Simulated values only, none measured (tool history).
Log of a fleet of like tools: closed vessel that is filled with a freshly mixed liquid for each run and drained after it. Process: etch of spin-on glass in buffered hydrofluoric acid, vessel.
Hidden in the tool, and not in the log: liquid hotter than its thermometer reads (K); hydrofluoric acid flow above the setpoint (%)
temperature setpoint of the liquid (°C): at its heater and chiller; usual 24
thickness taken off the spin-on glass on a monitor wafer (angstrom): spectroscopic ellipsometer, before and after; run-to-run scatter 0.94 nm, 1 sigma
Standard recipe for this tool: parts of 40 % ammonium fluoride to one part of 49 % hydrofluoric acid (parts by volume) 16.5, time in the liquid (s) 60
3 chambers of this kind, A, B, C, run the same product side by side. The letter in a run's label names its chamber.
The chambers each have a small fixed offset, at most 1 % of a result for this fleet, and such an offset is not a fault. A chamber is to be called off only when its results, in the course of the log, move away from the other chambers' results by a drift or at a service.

run   hour  temperature setpoint of the liquid (°C)  parts of 40 % ammonium fluoride to one part of 49 % hydrofluoric acid (parts by volume)  time in the liquid (s)  hours since the thermometer was replaced  hours since the hydrofluoric acid flow meter was replaced  read-back film thickness of the spin-on glass reference wafer, read on the same gauge (nm)  thickness taken off the spin-on glass on a monitor wafer (angstrom)
 1C   12.3                                       24                                                                                     16.5                      60                                    1612.1                                                     1063.9                                                                                      59.990                                                              1065.80
 2A   20.3                                       24                                                                                     16.5                      60                                    1353.7                                                      509.0                                                                                      60.029                                                              1058.60
 3B   33.2                                       24                                                                                     16.5                      60                                    1813.1                                                      359.8                                                                                      60.016                                                              1079.40
 4A   44.7                                       24                                                                                     16.5                      60                                    1378.1                                                      533.4                                                                                      59.985                                                              1058.60
 5C   53.8                                       24                                                                                     16.5                      60                                    1653.6                                                     1105.4                                                                                      59.991                                                              1060.10
 6B   67.0                                       19                                                                                     21.0                      60                                    1846.9                                                      393.6                                                                                      59.976                                                               661.56
 7B   80.3                                       19                                                                                     21.0                      60                                    1860.2                                                      406.9                                                                                      59.970                                                               651.56
 8A   94.8                                       19                                                                                     21.0                      60                                    1428.2                                                      583.5                                                                                      59.973                                                               634.69
 9C  106.2                                       24                                                                                     16.5                      60                                    1706.0                                                     1157.8                                                                                      59.963                                                              1065.90
10C  117.7                                       24                                                                                     16.5                      60                                    1717.5                                                     1169.3                                                                                      59.979                                                              1067.50
11B  130.3                                       24                                                                                     16.5                      60                                    1910.2                                                      456.9                                                                                      59.999                                                              1085.30
12A  139.8                                       24                                                                                     16.5                      60                                    1473.2                                                      628.5                                                                                      60.003                                                              1067.50
13B  148.0                                       24                                                                                     16.5                      60                                    1927.9                                                      474.6                                                                                      59.976                                                              1095.20
14A  154.7                                       24                                                                                     16.5                      60                                    1488.1                                                      643.4                                                                                      60.025                                                              1057.70
15C  164.1                                       24                                                                                     16.5                      60                                    1763.9                                                     1215.7                                                                                      59.996                                                              1085.20
16C  178.4                                       24                                                                                     16.5                      60                                    1778.2                                                     1230.0                                                                                      59.984                                                              1065.90
17B  190.9                                       24                                                                                     16.5                      60                                    1970.8                                                      517.5                                                                                      60.049                                                              1111.60
18A  199.6                                       24                                                                                     16.5                      60                                    1533.0                                                      688.3                                                                                      60.008                                                              1048.00
19C  212.5                                       24                                                                                     16.5                      60                                    1812.3                                                     1264.1                                                                                      59.965                                                              1059.20
20A  220.0                                       24                                                                                     16.5                      60                                    1553.4                                                      708.7                                                                                      60.022                                                              1070.50
     231.8  -- chamber C: hydrofluoric acid flow meter replaced
21B  233.5                                       24                                                                                     16.5                      60                                    2013.4                                                      560.1                                                                                      59.973                                                              1108.60
22A  247.2                                       24                                                                                     16.5                      60                                    1580.6                                                      735.9                                                                                      60.004                                                              1064.90
23C  253.8                                       27                                                                                     16.5                      60                                    1853.6                                                       22.1                                                                                      60.007                                                              1257.90
24B  264.8                                       27                                                                                     16.5                      60                                    2044.7                                                      591.4                                                                                      60.005                                                              1320.20
25C  276.5                                       27                                                                                     16.5                      60                                    1876.3                                                       44.8                                                                                      60.003                                                              1246.70

Next, all 3 chambers run the settings below, one line each with question marks for the results. What does each chamber give?
26A  287.4                                       24                                                                                     16.5                      60                                                                                                                                                                                                                                                                     ?
26B  287.4                                       24                                                                                     16.5                      60                                                                                                                                                                                                                                                                     ?
26C  287.4                                       24                                                                                     16.5                      60                                                                                                                                                                                                                                                                     ?

run  thickness taken off the spin-on glass on a monitor wafer (angstrom)
26A                                                              1076.80
26B                                                              1149.40
26C                                                              1047.70
